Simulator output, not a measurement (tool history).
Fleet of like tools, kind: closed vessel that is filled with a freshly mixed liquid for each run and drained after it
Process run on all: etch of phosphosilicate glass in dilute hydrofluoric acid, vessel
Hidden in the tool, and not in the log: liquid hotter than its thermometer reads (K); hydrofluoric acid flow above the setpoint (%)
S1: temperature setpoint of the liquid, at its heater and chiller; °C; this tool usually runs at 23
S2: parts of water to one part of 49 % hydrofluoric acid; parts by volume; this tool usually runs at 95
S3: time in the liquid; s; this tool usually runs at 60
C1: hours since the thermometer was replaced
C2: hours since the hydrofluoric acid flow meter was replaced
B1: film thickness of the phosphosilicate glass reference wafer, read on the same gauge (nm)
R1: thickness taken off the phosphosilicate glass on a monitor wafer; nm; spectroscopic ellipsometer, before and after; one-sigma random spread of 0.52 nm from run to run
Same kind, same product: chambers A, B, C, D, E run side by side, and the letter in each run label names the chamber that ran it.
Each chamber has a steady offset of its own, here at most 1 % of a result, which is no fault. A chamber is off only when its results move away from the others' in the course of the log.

run	hour	S1	S2	S3	C1	C2	B1	R1
1D	6.1	23	95	60	509.7	484.4	60	55.802
# hour 13.2: chamber E: hydrofluoric acid flow meter replaced
2C	18.1	23	95	60	174.4	1248.3	60.01	55.992
3B	27.4	23	95	60	1441.1	581.1	59.985	55.743
4E	37.8	23	95	60	520.2	24.6	60.004	54.625
5A	48.9	23	95	60	1317.2	511.2	60.017	55.309
6C	58.8	23	95	60	215.1	1289	59.985	55.885
7B	71	23	95	60	1484.7	624.7	60.009	55.42
8E	82.8	23	95	60	565.2	69.6	59.999	55.717
9D	92	23	95	60	595.6	570.3	60.025	54.489
# hour 97.2: chamber B: thermometer replaced
10A	105.9	23	95	60	1374.2	568.2	60.008	54.954
11B	117.5	23	95	60	20.3	671.2	60.041	55.072
12E	124.5	23	95	60	606.9	111.3	60.008	55.58
13D	131	23	95	60	634.6	609.3	60.011	55.33
14A	139.8	23	95	60	1408.1	602.1	59.966	55.917
15C	152.6	23	95	60	308.9	1382.8	59.991	56.321
16A	165.8	23	95	60	1434.1	628.1	60.033	56.006
17D	173.2	23	95	60	676.8	651.5	60.011	55.625
18B	183.3	23	125	30	86.1	737	59.999	20.113
19E	196	23	125	30	678.4	182.8	60.009	20.303
20C	205	23	125	30	361.3	1435.2	59.988	21.484
# hour 211.7: chamber A: thermometer replaced
21D	217.9	23	125	30	721.5	696.2	59.989	20.31
22A	224.6	23	125	30	12.9	686.9	59.994	20.61
23B	231.6	23	95	60	134.4	785.3	60.018	55.181
24E	238.2	23	95	60	720.6	225	60.001	54.966
25C	247.7	23	95	60	404	1477.9	60.01	58.82
26D	258.1	23	95	60	761.7	736.4	60.008	54.436
27B	267.2	23	95	60	170	820.9	59.983	55.816
28A	279.2	23	95	60	67.5	741.5	59.997	55.973
29E	291.7	23	95	60	774.1	278.5	60.003	56.007
30C	302.3	23	95	60	458.6	1532.5	59.98	58.785

Each of the 5 chambers runs these same settings next. Fill in every chamber's results:
31A	312.1	23	95	60				?
31B	312.1	23	95	60				?
31C	312.1	23	95	60				?
31D	312.1	23	95	60				?
31E	312.1	23	95	60				?

run	R1
31A	55.673
31B	55.171
31C	59.642
31D	55.038
31E	56.318

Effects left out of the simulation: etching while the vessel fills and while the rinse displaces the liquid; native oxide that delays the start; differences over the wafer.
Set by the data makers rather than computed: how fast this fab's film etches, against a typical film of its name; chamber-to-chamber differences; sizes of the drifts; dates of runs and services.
